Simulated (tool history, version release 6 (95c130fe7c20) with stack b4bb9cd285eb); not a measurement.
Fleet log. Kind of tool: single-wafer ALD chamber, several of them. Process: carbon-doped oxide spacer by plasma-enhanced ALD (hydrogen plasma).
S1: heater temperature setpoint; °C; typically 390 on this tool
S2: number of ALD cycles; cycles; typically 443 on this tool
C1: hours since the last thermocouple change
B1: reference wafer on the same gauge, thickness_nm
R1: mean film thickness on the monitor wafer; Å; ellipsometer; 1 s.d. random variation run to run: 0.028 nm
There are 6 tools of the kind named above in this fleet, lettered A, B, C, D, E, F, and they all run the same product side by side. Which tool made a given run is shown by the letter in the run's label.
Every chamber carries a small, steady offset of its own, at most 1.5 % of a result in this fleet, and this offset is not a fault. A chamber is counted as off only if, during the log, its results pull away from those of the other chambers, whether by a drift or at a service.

{"run": "1B", "hour": 3.0, "S1": 390, "S2": 443, "C1": 1701.4, "B1": 21.697, "R1": 222.34}
{"run": "2C", "hour": 6.9, "S1": 390, "S2": 443, "C1": 1152.0, "B1": 21.701, "R1": 222.35}
{"run": "3D", "hour": 10.8, "S1": 390, "S2": 443, "C1": 382.9, "B1": 21.706, "R1": 221.1}
{"run": "4E", "hour": 15.8, "S1": 390, "S2": 443, "C1": 2305.1, "B1": 21.717, "R1": 221.24}
{"run": "5F", "hour": 20.3, "S1": 390, "S2": 443, "C1": 1046.4, "B1": 21.719, "R1": 221.11}
{"run": "6A", "hour": 25.1, "S1": 390, "S2": 443, "C1": 252.2, "B1": 21.714, "R1": 219.34}
{"run": "7A", "hour": 27.9, "S1": 390, "S2": 443, "C1": 255.0, "B1": 21.721, "R1": 219.67}
{"run": "8C", "hour": 31.6, "S1": 390, "S2": 443, "C1": 1176.7, "B1": 21.725, "R1": 221.96}
{"run": "9D", "hour": 36.6, "S1": 379, "S2": 474, "C1": 408.7, "B1": 21.736, "R1": 237.2}
{"run": "10F", "hour": 40.5, "S1": 379, "S2": 474, "C1": 1066.6, "B1": 21.73, "R1": 237.23}
{"run": "11B", "hour": 42.9, "S1": 379, "S2": 474, "C1": 1741.3, "B1": 21.732, "R1": 238.02}
{"run": "12E", "hour": 47.4, "S1": 379, "S2": 474, "C1": 2336.7, "B1": 21.746, "R1": 237.11}
{"run": "13B", "hour": 50.4, "S1": 379, "S2": 474, "C1": 1748.8, "B1": 21.739, "R1": 237.88}
{"run": "14C", "hour": 53.8, "S1": 379, "S2": 474, "C1": 1198.9, "B1": 21.748, "R1": 237.91}
{"run": "15F", "hour": 58.4, "S1": 400, "S2": 411, "C1": 1084.5, "B1": 21.747, "R1": 205.62}
{"run": "16D", "hour": 62.2, "S1": 400, "S2": 411, "C1": 434.3, "B1": 21.748, "R1": 206.1}
{"run": "17E", "hour": 66.9, "S1": 400, "S2": 411, "C1": 2356.2, "B1": 21.752, "R1": 205.97}
{"run": "18A", "hour": 71.7, "S1": 400, "S2": 411, "C1": 298.8, "B1": 21.763, "R1": 203.88}
{"run": "19B", "hour": 76.6, "S1": 400, "S2": 411, "C1": 1775.0, "B1": 21.765, "R1": 206.17}
{"run": "20D", "hour": 80.2, "S1": 400, "S2": 411, "C1": 452.3, "B1": 21.767, "R1": 205.92}
{"run": "21F", "hour": 84.3, "S1": 390, "S2": 443, "C1": 1110.4, "B1": 21.773, "R1": 221.95}
{"run": "22E", "hour": 87.5, "S1": 390, "S2": 443, "C1": 2376.8, "B1": 21.772, "R1": 221.99}
{"run": "23A", "hour": 90.2, "S1": 390, "S2": 443, "C1": 317.3, "B1": 21.775, "R1": 220.0}
{"run": "24C", "hour": 93.4, "S1": 390, "S2": 443, "C1": 1238.5, "B1": 21.78, "R1": 223.01}
{"run": "25C", "hour": 95.8, "S1": 390, "S2": 443, "C1": 1240.9, "B1": 21.779, "R1": 222.24}
{"run": "26E", "hour": 98.8, "S1": 390, "S2": 443, "C1": 2388.1, "B1": 21.777, "R1": 222.38}
{"run": "27A", "hour": 102.0, "S1": 390, "S2": 443, "C1": 329.1, "B1": 21.786, "R1": 219.79}
{"run": "28D", "hour": 104.3, "S1": 390, "S2": 443, "C1": 476.4, "B1": 21.786, "R1": 222.06}
{"run": "29B", "hour": 108.3, "S1": 386, "S2": 391, "C1": 1806.7, "B1": 21.788, "R1": 196.33}
{"run": "30F", "hour": 113.3, "S1": 386, "S2": 391, "C1": 1139.4, "B1": 21.789, "R1": 195.23}
{"run": "31B", "hour": 116.4, "S1": 386, "S2": 391, "C1": 1814.8, "B1": 21.798, "R1": 196.8}
{"run": "32A", "hour": 119.4, "S1": 386, "S2": 391, "C1": 346.5, "B1": 21.801, "R1": 194.31}
{"run": "33F", "hour": 121.7, "S1": 386, "S2": 391, "C1": 1147.8, "B1": 21.799, "R1": 195.72}
{"run": "34E", "hour": 125.9, "S1": 386, "S2": 391, "C1": 2415.2, "B1": 21.796, "R1": 195.72}
{"run": "35C", "hour": 129.0, "S1": 396, "S2": 476, "C1": 1274.1, "B1": 21.807, "R1": 239.69}
{"run": "36D", "hour": 131.5, "S1": 396, "S2": 476, "C1": 503.6, "B1": 21.805, "R1": 238.76}
{"run": "37C", "hour": 135.4, "S1": 396, "S2": 476, "C1": 1280.5, "B1": 21.811, "R1": 240.09}

Read the log: is a single chamber off, either drifting away or since a service, is the gauge that measures every chamber drifting, or is nothing wrong beyond small per-chamber offsets? Name any odd chamber and what most likely caused it.

It is the gauge, not a chamber: its drift shows up in every chamber's results at once, and no chamber is off.
What lies behind it: gauge reads high (%) = 0.523.
